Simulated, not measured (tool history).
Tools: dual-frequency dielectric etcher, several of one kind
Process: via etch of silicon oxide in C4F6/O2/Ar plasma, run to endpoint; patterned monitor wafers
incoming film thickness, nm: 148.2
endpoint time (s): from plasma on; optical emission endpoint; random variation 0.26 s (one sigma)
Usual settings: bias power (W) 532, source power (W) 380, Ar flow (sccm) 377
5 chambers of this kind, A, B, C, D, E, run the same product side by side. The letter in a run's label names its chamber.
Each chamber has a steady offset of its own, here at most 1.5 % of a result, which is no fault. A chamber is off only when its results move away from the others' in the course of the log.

| run | hour | bias power (W) | source power (W) | Ar flow (sccm) | endpoint time (s) |
|---|---|---|---|---|---|
| 1C | 6.5 | 532 | 380 | 377 | 32.885 |
| 2E | 9.8 | 532 | 380 | 377 | 33.515 |
| 3B | 14.8 | 532 | 380 | 377 | 33.489 |
| 4A | 19.3 | 532 | 380 | 377 | 33.676 |
| 5D | 24.3 | 532 | 380 | 377 | 33.091 |
| 6D | 30.7 | 532 | 310 | 377 | 35.835 |
| 7C | 34.0 | 532 | 310 | 377 | 35.993 |
|  | 38.8 | chamber C: wet clean of the chamber |
| 8B | 39.4 | 532 | 310 | 377 | 35.667 |
| 9A | 45.9 | 532 | 310 | 377 | 35.367 |
| 10E | 50.1 | 532 | 310 | 377 | 35.592 |
| 11A | 57.3 | 532 | 380 | 377 | 33.165 |
| 12D | 60.8 | 591 | 280 | 377 | 36.109 |
| 13B | 65.1 | 591 | 280 | 377 | 35.234 |
|  | 67.7 | chamber A: wet clean of the chamber |
| 14C | 70.4 | 591 | 280 | 377 | 35.963 |
| 15E | 74.7 | 591 | 280 | 377 | 35.110 |
| 16B | 78.4 | 591 | 280 | 377 | 35.659 |
| 17C | 82.2 | 532 | 380 | 377 | 32.845 |
| 18A | 87.7 | 532 | 380 | 377 | 32.992 |
| 19D | 92.7 | 532 | 380 | 377 | 33.537 |
| 20E | 96.2 | 532 | 380 | 377 | 32.592 |
| 21D | 99.7 | 532 | 380 | 377 | 33.639 |
| 22A | 106.0 | 532 | 380 | 377 | 32.820 |
| 23E | 109.8 | 532 | 330 | 328 | 33.619 |
|  | 113.9 | chamber B: wet clean of the chamber |
| 24C | 114.9 | 532 | 330 | 328 | 34.724 |
| 25B | 120.6 | 532 | 330 | 328 | 34.866 |
|  | 120.9 | chamber D: wet clean of the chamber |
| 26E | 124.9 | 532 | 330 | 328 | 33.290 |
| 27C | 129.3 | 532 | 330 | 328 | 34.885 |
| 28A | 134.4 | 532 | 380 | 377 | 33.156 |
| 29D | 141.0 | 532 | 380 | 377 | 33.851 |
| 30B | 146.9 | 532 | 380 | 377 | 33.166 |
| 31C | 150.2 | 532 | 380 | 377 | 33.746 |
|  | 153.8 | chamber E: source power generator calibrated |
| 32A | 157.1 | 532 | 380 | 377 | 33.161 |
| 33E | 163.7 | 532 | 380 | 377 | 32.018 |
| 34B | 168.1 | 532 | 380 | 377 | 33.017 |
| 35D | 172.8 | 532 | 380 | 377 | 33.403 |
| 36E | 177.7 | 532 | 380 | 377 | 32.624 |
| 37A | 183.8 | 532 | 380 | 377 | 33.228 |
| 38B | 187.0 | 532 | 380 | 377 | 33.398 |
| 39D | 192.9 | 532 | 380 | 377 | 33.631 |
| 40C | 199.4 | 532 | 380 | 377 | 33.295 |
| 41D | 205.4 | 532 | 380 | 377 | 33.631 |

What goes on in this fleet: one chamber off, a drifting gauge, or nothing beyond the chambers' own small offsets? Name the chamber and the cause, if any.

Chamber E drifts away from the others.
Cause: etch rate over this chamber's usual, % = 4.09.

Here are 4 candidates for chamber E's next run, each the usual settings with a change, their results left as question marks. Which one brings its results back in line with what the others give on the usual settings?
In line means no further than this from the other chambers' mean on the usual settings: endpoint time (s) 0.900
| 42E-1 | 210.5 | 532 | 340 | 377 | ? |
| 42E-2 | 210.5 | 593 | 430 | 364 | ? |
| 42E-3 | 210.5 | 560 | 400 | 371 | ? |
| 42E-4 | 210.5 | 469 | 330 | 377 | ? |

The other chambers' mean on the usual settings: endpoint time (s) 33.297
| run | endpoint time (s) |
|---|---|
| 42E-1 | 33.248 |
| 42E-2 | 29.198 |
| 42E-3 | 30.694 |
| 42E-4 | 35.233 |
42E-1 brings the chamber back in line.

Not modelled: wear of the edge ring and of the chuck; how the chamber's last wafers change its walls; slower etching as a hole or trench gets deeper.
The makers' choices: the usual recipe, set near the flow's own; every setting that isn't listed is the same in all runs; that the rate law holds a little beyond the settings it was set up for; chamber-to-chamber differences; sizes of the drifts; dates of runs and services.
